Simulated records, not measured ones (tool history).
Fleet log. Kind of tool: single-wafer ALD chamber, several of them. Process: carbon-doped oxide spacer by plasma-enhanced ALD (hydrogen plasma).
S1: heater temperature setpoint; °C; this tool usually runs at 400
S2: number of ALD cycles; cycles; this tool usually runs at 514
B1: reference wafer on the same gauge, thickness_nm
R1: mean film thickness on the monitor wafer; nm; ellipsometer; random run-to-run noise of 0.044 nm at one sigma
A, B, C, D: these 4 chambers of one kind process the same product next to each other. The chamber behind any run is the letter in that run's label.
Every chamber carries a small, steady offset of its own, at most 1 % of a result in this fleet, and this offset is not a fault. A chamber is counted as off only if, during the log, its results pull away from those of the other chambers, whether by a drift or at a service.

| run | hour | S1 | S2 | B1 | R1 |
|---|---|---|---|---|---|
| 1A | 6.7 | 400 | 514 | 29.579 | 25.728 |
| 2D | 16.8 | 400 | 514 | 29.586 | 25.731 |
| 3C | 27.2 | 400 | 514 | 29.580 | 25.443 |
| 4B | 38.4 | 400 | 514 | 29.581 | 25.656 |
| 5A | 47.1 | 400 | 514 | 29.572 | 25.774 |
| 6C | 54.6 | 413 | 514 | 29.578 | 24.467 |
| 7B | 64.0 | 413 | 514 | 29.553 | 24.612 |
| 8D | 72.3 | 413 | 514 | 29.544 | 24.694 |
| 9A | 81.6 | 413 | 514 | 29.544 | 24.668 |
| 10D | 90.7 | 400 | 514 | 29.531 | 25.629 |
| 11C | 101.5 | 400 | 514 | 29.530 | 25.463 |
|  | 105.7 | chamber C: thermocouple changed; heater temperature recalibrated |
| 12B | 108.8 | 400 | 514 | 29.524 | 25.598 |
| 13B | 117.3 | 400 | 514 | 29.511 | 25.596 |
| 14A | 128.2 | 400 | 514 | 29.518 | 25.649 |
| 15C | 138.5 | 400 | 514 | 29.508 | 25.391 |
| 16D | 147.8 | 389 | 434 | 29.477 | 21.689 |
| 17A | 155.4 | 389 | 434 | 29.497 | 21.606 |
| 18B | 162.7 | 389 | 434 | 29.484 | 21.599 |
| 19C | 169.9 | 389 | 434 | 29.479 | 21.409 |
| 20D | 180.6 | 400 | 514 | 29.479 | 25.673 |
| 21B | 188.7 | 400 | 514 | 29.470 | 25.525 |
| 22A | 198.8 | 400 | 514 | 29.470 | 25.550 |
| 23D | 207.9 | 386 | 598 | 29.451 | 29.785 |
| 24C | 216.4 | 386 | 598 | 29.452 | 29.494 |
| 25B | 226.4 | 386 | 598 | 29.452 | 29.715 |
|  | 236.0 | chamber D: thermocouple changed; heater temperature recalibrated |
| 26D | 237.7 | 386 | 598 | 29.435 | 29.838 |
| 27C | 247.2 | 409 | 450 | 29.436 | 21.693 |
| 28A | 252.4 | 409 | 450 | 29.424 | 21.766 |
| 29B | 262.8 | 409 | 450 | 29.412 | 21.726 |
| 30D | 274.4 | 409 | 450 | 29.410 | 21.801 |
| 31C | 284.6 | 400 | 514 | 29.403 | 25.302 |
| 32A | 289.6 | 400 | 514 | 29.396 | 25.499 |
| 33D | 296.9 | 400 | 514 | 29.388 | 25.577 |

Does one chamber stand apart from the rest, does the shared gauge drift, or is all well apart from small per-chamber offsets? Give the chamber and the most likely cause, where there is one.

None of the chambers is off. What moves is the gauge, dragging all their readings along together.
What lies behind it: gauge reads low (%) = 0.712.

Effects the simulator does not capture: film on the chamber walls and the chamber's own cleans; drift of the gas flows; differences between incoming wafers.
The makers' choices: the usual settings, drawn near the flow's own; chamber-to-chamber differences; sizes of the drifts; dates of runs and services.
